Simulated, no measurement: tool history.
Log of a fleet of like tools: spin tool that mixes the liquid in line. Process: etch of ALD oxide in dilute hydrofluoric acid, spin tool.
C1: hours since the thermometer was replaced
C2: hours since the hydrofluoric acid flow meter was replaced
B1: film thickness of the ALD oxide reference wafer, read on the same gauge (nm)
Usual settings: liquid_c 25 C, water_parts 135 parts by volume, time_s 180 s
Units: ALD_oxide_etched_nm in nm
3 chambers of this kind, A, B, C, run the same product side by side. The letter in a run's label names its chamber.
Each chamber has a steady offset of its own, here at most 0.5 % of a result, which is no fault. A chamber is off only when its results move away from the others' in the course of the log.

Run 1C, hour 6: usual settings; C1 194.6; C2 1232.6; B1 110.03. Result: ALD_oxide_etched_nm 22.386 nm.
Run 2B, hour 14.6: usual settings; C1 862.6; C2 196.8; B1 110. Result: ALD_oxide_etched_nm 21.952 nm.
Run 3A, hour 18.7: usual settings; C1 2471.6; C2 998.1; B1 110. Result: ALD_oxide_etched_nm 22.404 nm.
Run 4C, hour 23.9: usual settings; C1 212.5; C2 1250.5; B1 109.99. Result: ALD_oxide_etched_nm 22.127 nm.
Run 5A, hour 32.1: usual settings; C1 2485; C2 1011.5; B1 109.99. Result: ALD_oxide_etched_nm 22.579 nm.
Run 6B, hour 39.9: usual settings; C1 887.9; C2 222.1; B1 110.02. Result: ALD_oxide_etched_nm 21.961 nm.
Run 7B, hour 44: usual settings; C1 892; C2 226.2; B1 109.97. Result: ALD_oxide_etched_nm 22.156 nm.
Run 8A, hour 52.7: usual settings; C1 2505.6; C2 1032.1; B1 109.99. Result: ALD_oxide_etched_nm 22.307 nm.
Run 9C, hour 61.3: usual settings; C1 249.9; C2 1287.9; B1 109.97. Result: ALD_oxide_etched_nm 21.608 nm.
Run 10B, hour 68.4: usual settings; C1 916.4; C2 250.6; B1 110.03. Result: ALD_oxide_etched_nm 22.234 nm.
Run 11A, hour 73.8: usual settings; C1 2526.7; C2 1053.2; B1 109.99. Result: ALD_oxide_etched_nm 22.351 nm.
Run 12C, hour 81.8: usual settings; C1 270.4; C2 1308.4; B1 110.01. Result: ALD_oxide_etched_nm 21.696 nm.
Run 13A, hour 86.7: usual settings; C1 2539.6; C2 1066.1; B1 109.97. Result: ALD_oxide_etched_nm 22.671 nm.
Run 14B, hour 92.7: usual settings; C1 940.7; C2 274.9; B1 109.99. Result: ALD_oxide_etched_nm 22.294 nm.
Run 15C, hour 96.8: usual settings; C1 285.4; C2 1323.4; B1 109.99. Result: ALD_oxide_etched_nm 21.363 nm.
Run 16A, hour 104.8: usual settings; C1 2557.7; C2 1084.2; B1 109.99. Result: ALD_oxide_etched_nm 22.557 nm.
Run 17C, hour 111.4: usual settings; C1 300; C2 1338; B1 110.02. Result: ALD_oxide_etched_nm 21.212 nm.
Run 18B, hour 120.3: usual settings; C1 968.3; C2 302.5; B1 110.02. Result: ALD_oxide_etched_nm 22.277 nm.
Run 19C, hour 126.4: usual settings; C1 315; C2 1353; B1 109.99. Result: ALD_oxide_etched_nm 21.099 nm.
Run 20B, hour 131.5: usual settings but time_s 130 s; C1 979.5; C2 313.7; B1 110. Result: ALD_oxide_etched_nm 16.549 nm.

What goes on in this fleet: one chamber off, a drifting gauge, or nothing beyond the chambers' own small offsets? Name the chamber and the cause, if any.

Chamber C drifts away from the others.
Cause: liquid colder than its thermometer reads (K) = 1.33.
The log may not tell that from: hydrofluoric acid flow below the setpoint (%).

Here are 4 candidates for chamber C's next run, each the usual settings with a change, their results left as question marks. Which one brings its results back in line with what the others give on the usual settings?
In line means no further than this from the other chambers' mean on the usual settings: ALD_oxide_etched_nm 0.66 nm
Run 21C-1, hour 138.2: usual settings but time_s 190 s. Result: ALD_oxide_etched_nm ?.
Run 21C-2, hour 138.2: usual settings but time_s 205 s. Result: ALD_oxide_etched_nm ?.
Run 21C-3, hour 138.2: usual settings but water_parts 140 parts by volume, time_s 175 s. Result: ALD_oxide_etched_nm ?.
Run 21C-4, hour 138.2: usual settings but liquid_c 24.5 C, time_s 160 s. Result: ALD_oxide_etched_nm ?.

The other chambers' mean on the usual settings: ALD_oxide_etched_nm 22.418 nm
  run  ALD_oxide_etched_nm
21C-1               22.328
21C-2                24.09
21C-3               19.713
21C-4                18.44
21C-1 brings the chamber back in line.
